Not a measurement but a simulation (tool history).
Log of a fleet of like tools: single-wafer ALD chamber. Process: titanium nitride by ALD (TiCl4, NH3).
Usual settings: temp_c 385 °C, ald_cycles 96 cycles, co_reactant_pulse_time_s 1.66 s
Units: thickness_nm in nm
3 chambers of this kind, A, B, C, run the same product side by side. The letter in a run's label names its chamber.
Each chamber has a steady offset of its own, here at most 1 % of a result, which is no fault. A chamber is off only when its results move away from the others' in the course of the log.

| run | hour | temp_c | ald_cycles | co_reactant_pulse_time_s | read-back reference wafer on the same gauge, thickness_nm | thickness_nm |
|---|---|---|---|---|---|---|
| 1A | 8.6 | 385 | 96 | 1.66 | 1.8702 | 2.0737 |
| 2B | 17.4 | 385 | 96 | 1.66 | 1.8709 | 2.0713 |
| 3C | 23.4 | 385 | 96 | 1.66 | 1.8713 | 2.0505 |
| 4C | 29 | 385 | 96 | 1.66 | 1.872 | 2.0516 |
| 5B | 36.3 | 385 | 96 | 1.66 | 1.8713 | 2.0723 |
| 6A | 44 | 385 | 96 | 1.66 | 1.8726 | 2.0746 |
| 7C | 51.9 | 385 | 96 | 1.66 | 1.8721 | 2.0526 |
| 8B | 56.3 | 385 | 96 | 1.66 | 1.873 | 2.0707 |
| 9A | 62.5 | 385 | 96 | 1.66 | 1.8724 | 2.075 |
| 10C | 70.2 | 385 | 111 | 1.66 | 1.8737 | 2.3758 |
| 11B | 74.6 | 385 | 111 | 1.66 | 1.873 | 2.4008 |
| 12A | 80.5 | 385 | 111 | 1.66 | 1.8733 | 2.4 |
| 13C | 89.4 | 385 | 96 | 1.66 | 1.874 | 2.0574 |
| 14A | 94.3 | 385 | 96 | 1.66 | 1.8739 | 2.0718 |
| 15B | 100.6 | 385 | 96 | 1.66 | 1.8746 | 2.0781 |
| 16B | 107.5 | 385 | 96 | 1.66 | 1.8744 | 2.0776 |
| 17C | 114 | 385 | 96 | 1.66 | 1.8753 | 2.0596 |
| 18A | 122.9 | 385 | 96 | 1.66 | 1.876 | 2.0774 |
| 19B | 132.1 | 378 | 96 | 1.66 | 1.8758 | 2.0614 |
| 20A | 138.4 | 378 | 96 | 1.66 | 1.876 | 2.0587 |
| 21C | 145.9 | 378 | 96 | 1.66 | 1.8767 | 2.0414 |
| 22B | 151.3 | 374 | 104 | 1.66 | 1.8771 | 2.2178 |
| 23A | 157.5 | 374 | 104 | 1.66 | 1.8771 | 2.2197 |
| 24C | 166.6 | 374 | 104 | 1.66 | 1.878 | 2.2011 |
| 25C | 171.6 | 371 | 96 | 1.92 | 1.8774 | 2.0434 |
| 26A | 175.6 | 371 | 96 | 1.92 | 1.8773 | 2.0597 |
| 27B | 184.2 | 371 | 96 | 1.92 | 1.8775 | 2.0555 |
| 28C | 188.5 | 385 | 96 | 1.66 | 1.8784 | 2.0638 |
| 29B | 197.4 | 375 | 110 | 1.66 | 1.8788 | 2.3549 |
| 30A | 205.4 | 375 | 110 | 1.66 | 1.8793 | 2.3542 |
| 31C | 214.1 | 375 | 110 | 1.66 | 1.8798 | 2.3352 |
| 32A | 222.5 | 385 | 96 | 1.66 | 1.88 | 2.0836 |
| 33B | 227.8 | 385 | 96 | 1.66 | 1.88 | 2.0823 |

All 3 chambers run these settings next. Forecast each chamber's results:
| 34A | 234.4 | 385 | 96 | 1.66 |  | ? |
| 34B | 234.4 | 385 | 96 | 1.66 |  | ? |
| 34C | 234.4 | 385 | 96 | 1.66 |  | ? |

| run | thickness_nm |
|---|---|
| 34A | 2.0748 |
| 34B | 2.0864 |
| 34C | 2.0614 |
